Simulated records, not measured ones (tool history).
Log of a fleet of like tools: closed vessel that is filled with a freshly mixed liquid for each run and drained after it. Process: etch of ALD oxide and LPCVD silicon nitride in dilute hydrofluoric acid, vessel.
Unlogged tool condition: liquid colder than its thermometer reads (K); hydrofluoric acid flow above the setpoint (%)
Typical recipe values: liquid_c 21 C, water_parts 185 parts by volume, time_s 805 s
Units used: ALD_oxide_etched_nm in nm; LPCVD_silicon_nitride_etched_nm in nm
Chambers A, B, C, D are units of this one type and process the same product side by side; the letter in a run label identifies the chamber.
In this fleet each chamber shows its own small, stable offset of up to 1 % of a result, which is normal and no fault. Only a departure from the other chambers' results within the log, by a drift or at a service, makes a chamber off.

run	day	liquid_c	water_parts	time_s	hours since the thermometer was replaced	hours since the hydrofluoric acid flow meter was replaced	read-back film thickness of the ALD oxide reference wafer, read on the same gauge (nm)	read-back film thickness of the LPCVD silicon nitride reference wafer, read on the same gauge (nm)	ALD_oxide_etched_nm	LPCVD_silicon_nitride_etched_nm
1D	0.212	21	185	805	2000	1336.5	110.01	70.005	50.267	1.8755
2C	0.433	21	185	805	1767.4	1207.3	109.99	69.986	50.049	1.9756
3A	0.6	21	185	805	1003.1	1719.8	110	69.982	49.904	1.9368
4B	0.862	21	185	805	1281.6	1478.8	110.02	69.989	49.922	1.8145
5C	1.025	21	185	805	1781.6	1221.5	110.02	69.984	50.455	1.9835
6A	1.292	21	185	805	1019.7	1736.4	109.99	69.999	49.936	1.8816
7B	1.425	25.5	245	805	1295.1	1492.3	109.99	70	41.562	1.8917
8D	1.583	25.5	245	805	2032.9	1369.4	110.01	69.975	41.94	1.978
9B	1.829	25.5	245	805	1304.8	1502	109.97	70.007	41.412	1.9088
10D	2.012	25.5	245	805	2043.2	1379.7	110	69.984	42.06	1.93
11C	2.175	21	185	805	1809.2	1249.1	110	69.992	50.468	1.898
12A	2.325	21	185	805	1044.5	1761.2	110.01	69.966	49.722	1.8563
13D	2.45	21	185	805	2053.7	1390.2	110	69.978	50.298	1.8897
14B	2.621	21	185	805	1323.8	1521	110.01	69.994	49.544	1.9249
15A	2.842	21	185	805	1056.9	1773.6	109.98	70.016	49.993	1.9624
16C	2.992	21	240	805	1828.8	1268.7	110.02	70.018	36.81	1.4932
17A	3.242	21	240	805	1066.5	1783.2	110	70.014	35.96	1.5239
18D	3.421	21	240	805	2077	1413.5	109.99	70.012	36.63	1.4546
19C	3.55	21	240	805	1842.2	1282.1	109.99	70.034	36.54	1.5198
20B	3.8	21	185	805	1352.1	1549.3	109.99	70.012	49.489	1.8983
21D	4.025	21	240	1235	2091.5	1428	109.98	70.017	56.079	2.3965
22A	4.217	21	240	1235	1089.9	1806.6	109.99	69.984	55.509	2.3047
23C	4.471	21	240	1235	1864.3	1304.2	109.99	70.011	56.441	2.2131
24B	4.733	21	240	1235	1374.5	1571.7	109.98	69.968	54.881	2.1778
25C	5.017	21	185	805	1877.4	1317.3	110.02	69.976	50.619	1.9275
26D	5.242	21	185	805	2120.7	1457.2	110.01	70.007	50.117	1.9376
27A	5.458	21	185	805	1119.7	1836.4	109.99	69.963	49.721	1.8973
28B	5.729	21	185	805	1398.4	1595.6	110	69.978	48.853	1.8222
29A	5.854	21	185	805	1129.2	1845.9	110.01	69.978	49.903	1.9223
30B	6.117	21	185	805	1407.7	1604.9	109.99	70.005	48.997	1.8731
31D	6.388	21	185	805	2148.2	1484.7	109.99	69.993	50.186	1.9398
32C	6.596	21	185	805	1915.3	1355.2	110.01	70.013	50.21	1.904
33A	6.721	21	185	805	1150	1866.7	110	69.976	49.567	1.9276
34C	6.846	21	185	805	1921.3	1361.2	110	70.005	50.173	1.9399
35D	7	21	185	805	2162.9	1499.4	109.99	70.009	50.246	1.9
36B	7.162	21	185	805	1432.8	1630	110.01	70.002	48.686	1.8431
37C	7.308	21	185	805	1932.4	1372.3	110.01	69.986	50.387	1.8853
38B	7.588	21	185	805	1443	1640.2	109.98	70.015	48.376	1.8812
39A	7.829	21	185	805	1176.6	1893.3	110.01	70.008	50.101	1.934
40D	8.1	21	185	805	2189.3	1525.8	110	70.001	50.268	1.9644
41D	8.371	21	185	805	2195.8	1532.3	110.01	69.992	50.496	1.9865

Has any chamber moved away from the others, gradually or after a service, or does the common gauge drift, or do the chambers differ only by their own small steady offsets? State the chamber and the most likely cause if one applies.

Chamber B drifts away from the others.
Cause: liquid colder than its thermometer reads (K) = 0.804.

Which of the 4 candidates below, each the usual settings with something changed and its results left as question marks, puts chamber B back in line with what the other chambers give on the usual settings?
To be in line, a result may differ from the other chambers' mean on the usual settings by at most: ALD_oxide_etched_nm 0.58 nm; LPCVD_silicon_nitride_etched_nm 0.13 nm
42B-1	8.575	20	180	780					?	?
42B-2	8.575	22	190	830					?	?
42B-3	8.575	19.5	175	755					?	?
42B-4	8.575	22	190	850					?	?

On the usual settings, the other chambers give on average: ALD_oxide_etched_nm 50.112 nm; LPCVD_silicon_nitride_etched_nm 1.9188 nm
run	ALD_oxide_etched_nm	LPCVD_silicon_nitride_etched_nm
42B-1	46.648	1.6683
42B-2	50.218	1.9161
42B-3	45.801	1.6068
42B-4	51.428	1.9623
Change 42B-2 lands the chamber within the allowed miss of the other chambers.
